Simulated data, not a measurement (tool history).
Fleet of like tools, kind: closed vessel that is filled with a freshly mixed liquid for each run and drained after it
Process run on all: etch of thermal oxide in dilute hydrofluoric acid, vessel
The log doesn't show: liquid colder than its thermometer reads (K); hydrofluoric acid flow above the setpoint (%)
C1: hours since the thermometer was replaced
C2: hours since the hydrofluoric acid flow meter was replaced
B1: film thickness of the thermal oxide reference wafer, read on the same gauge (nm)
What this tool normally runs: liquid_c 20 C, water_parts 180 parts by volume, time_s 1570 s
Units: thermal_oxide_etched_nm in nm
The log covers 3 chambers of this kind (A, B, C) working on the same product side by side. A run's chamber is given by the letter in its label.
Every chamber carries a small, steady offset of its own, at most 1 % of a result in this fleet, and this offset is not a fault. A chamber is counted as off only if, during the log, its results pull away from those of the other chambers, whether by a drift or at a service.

{"run": "1B", "hour": 6.8, "liquid_c": 20, "water_parts": 180, "time_s": 1570, "C1": 1733.3, "C2": 74.5, "B1": 110, "thermal_oxide_etched_nm": 34.534}
{"run": "2C", "hour": 16.5, "liquid_c": 20, "water_parts": 180, "time_s": 1570, "C1": 552.9, "C2": 452.5, "B1": 110.01, "thermal_oxide_etched_nm": 34.165}
{"run": "3A", "hour": 23.6, "liquid_c": 20, "water_parts": 180, "time_s": 1570, "C1": 521.4, "C2": 1599.3, "B1": 109.98, "thermal_oxide_etched_nm": 34.163}
{"hour": 25.6, "done": "chamber B: thermometer replaced"}
{"run": "4A", "hour": 35.2, "liquid_c": 20, "water_parts": 180, "time_s": 1570, "C1": 533, "C2": 1610.9, "B1": 110.03, "thermal_oxide_etched_nm": 34.391}
{"run": "5B", "hour": 46.2, "liquid_c": 20, "water_parts": 180, "time_s": 1570, "C1": 20.7, "C2": 113.9, "B1": 110.01, "thermal_oxide_etched_nm": 34.34}
{"run": "6C", "hour": 57.2, "liquid_c": 20, "water_parts": 220, "time_s": 2040, "C1": 593.6, "C2": 493.2, "B1": 109.96, "thermal_oxide_etched_nm": 34.599}
{"run": "7C", "hour": 64.6, "liquid_c": 20, "water_parts": 220, "time_s": 2040, "C1": 601, "C2": 500.6, "B1": 110.01, "thermal_oxide_etched_nm": 34.803}
{"run": "8B", "hour": 71.7, "liquid_c": 20, "water_parts": 220, "time_s": 2040, "C1": 46.2, "C2": 139.4, "B1": 110.01, "thermal_oxide_etched_nm": 35.002}
{"run": "9A", "hour": 84.4, "liquid_c": 20, "water_parts": 180, "time_s": 1570, "C1": 582.2, "C2": 1660.1, "B1": 109.98, "thermal_oxide_etched_nm": 34.046}
{"run": "10A", "hour": 92.1, "liquid_c": 20, "water_parts": 180, "time_s": 1570, "C1": 589.9, "C2": 1667.8, "B1": 109.98, "thermal_oxide_etched_nm": 34.144}
{"run": "11B", "hour": 100.0, "liquid_c": 20, "water_parts": 180, "time_s": 1570, "C1": 74.5, "C2": 167.7, "B1": 109.99, "thermal_oxide_etched_nm": 34.315}
{"run": "12C", "hour": 112.7, "liquid_c": 20, "water_parts": 180, "time_s": 1570, "C1": 649.1, "C2": 548.7, "B1": 110.02, "thermal_oxide_etched_nm": 33.523}
{"run": "13A", "hour": 121.7, "liquid_c": 20, "water_parts": 180, "time_s": 1570, "C1": 619.5, "C2": 1697.4, "B1": 109.95, "thermal_oxide_etched_nm": 34.267}
{"run": "14C", "hour": 129.3, "liquid_c": 20, "water_parts": 180, "time_s": 1570, "C1": 665.7, "C2": 565.3, "B1": 109.99, "thermal_oxide_etched_nm": 33.394}
{"hour": 137.2, "done": "chamber A: thermometer replaced"}
{"run": "15B", "hour": 138.5, "liquid_c": 20, "water_parts": 180, "time_s": 1570, "C1": 113, "C2": 206.2, "B1": 109.98, "thermal_oxide_etched_nm": 34.566}
{"run": "16A", "hour": 149.5, "liquid_c": 20, "water_parts": 180, "time_s": 1570, "C1": 12.3, "C2": 1725.2, "B1": 110.03, "thermal_oxide_etched_nm": 34.209}
{"run": "17C", "hour": 158.5, "liquid_c": 20, "water_parts": 180, "time_s": 1570, "C1": 694.9, "C2": 594.5, "B1": 110, "thermal_oxide_etched_nm": 33.204}
{"run": "18B", "hour": 168.5, "liquid_c": 20, "water_parts": 180, "time_s": 1570, "C1": 143, "C2": 236.2, "B1": 109.95, "thermal_oxide_etched_nm": 34.134}
{"run": "19A", "hour": 176.0, "liquid_c": 20, "water_parts": 180, "time_s": 1570, "C1": 38.8, "C2": 1751.7, "B1": 109.98, "thermal_oxide_etched_nm": 34.279}
{"run": "20B", "hour": 183.1, "liquid_c": 20, "water_parts": 180, "time_s": 1570, "C1": 157.6, "C2": 250.8, "B1": 110.05, "thermal_oxide_etched_nm": 34.05}
{"run": "21C", "hour": 195.6, "liquid_c": 20, "water_parts": 180, "time_s": 1570, "C1": 732, "C2": 631.6, "B1": 109.98, "thermal_oxide_etched_nm": 32.521}
{"run": "22A", "hour": 204.7, "liquid_c": 20, "water_parts": 180, "time_s": 1570, "C1": 67.5, "C2": 1780.4, "B1": 110.03, "thermal_oxide_etched_nm": 34.319}
{"run": "23B", "hour": 211.6, "liquid_c": 20, "water_parts": 180, "time_s": 1570, "C1": 186.1, "C2": 279.3, "B1": 110.02, "thermal_oxide_etched_nm": 34.488}
{"run": "24C", "hour": 222.6, "liquid_c": 20, "water_parts": 180, "time_s": 1570, "C1": 759, "C2": 658.6, "B1": 109.95, "thermal_oxide_etched_nm": 32.409}
{"run": "25B", "hour": 234.9, "liquid_c": 20, "water_parts": 180, "time_s": 1570, "C1": 209.4, "C2": 302.6, "B1": 110.01, "thermal_oxide_etched_nm": 34.392}
{"run": "26C", "hour": 242.4, "liquid_c": 20, "water_parts": 260, "time_s": 1570, "C1": 778.8, "C2": 678.4, "B1": 110.02, "thermal_oxide_etched_nm": 20.74}
{"run": "27A", "hour": 249.1, "liquid_c": 20, "water_parts": 260, "time_s": 1570, "C1": 111.9, "C2": 1824.8, "B1": 110.02, "thermal_oxide_etched_nm": 21.705}
{"run": "28C", "hour": 255.3, "liquid_c": 20, "water_parts": 260, "time_s": 1570, "C1": 791.7, "C2": 691.3, "B1": 109.98, "thermal_oxide_etched_nm": 20.639}
{"run": "29B", "hour": 264.7, "liquid_c": 20, "water_parts": 180, "time_s": 1570, "C1": 239.2, "C2": 332.4, "B1": 109.99, "thermal_oxide_etched_nm": 34.261}
{"run": "30A", "hour": 275.0, "liquid_c": 20, "water_parts": 180, "time_s": 1570, "C1": 137.8, "C2": 1850.7, "B1": 109.99, "thermal_oxide_etched_nm": 34.303}
{"run": "31B", "hour": 282.3, "liquid_c": 23.5, "water_parts": 180, "time_s": 1570, "C1": 256.8, "C2": 350, "B1": 109.99, "thermal_oxide_etched_nm": 38.948}

Each of the 3 chambers runs these same settings next. Fill in every chamber's results:
{"run": "32A", "hour": 291.7, "liquid_c": 20, "water_parts": 180, "time_s": 1570, "thermal_oxide_etched_nm": "?"}
{"run": "32B", "hour": 291.7, "liquid_c": 20, "water_parts": 180, "time_s": 1570, "thermal_oxide_etched_nm": "?"}
{"run": "32C", "hour": 291.7, "liquid_c": 20, "water_parts": 180, "time_s": 1570, "thermal_oxide_etched_nm": "?"}

run=32A thermal_oxide_etched_nm=34.303
run=32B thermal_oxide_etched_nm=34.509
run=32C thermal_oxide_etched_nm=31.356

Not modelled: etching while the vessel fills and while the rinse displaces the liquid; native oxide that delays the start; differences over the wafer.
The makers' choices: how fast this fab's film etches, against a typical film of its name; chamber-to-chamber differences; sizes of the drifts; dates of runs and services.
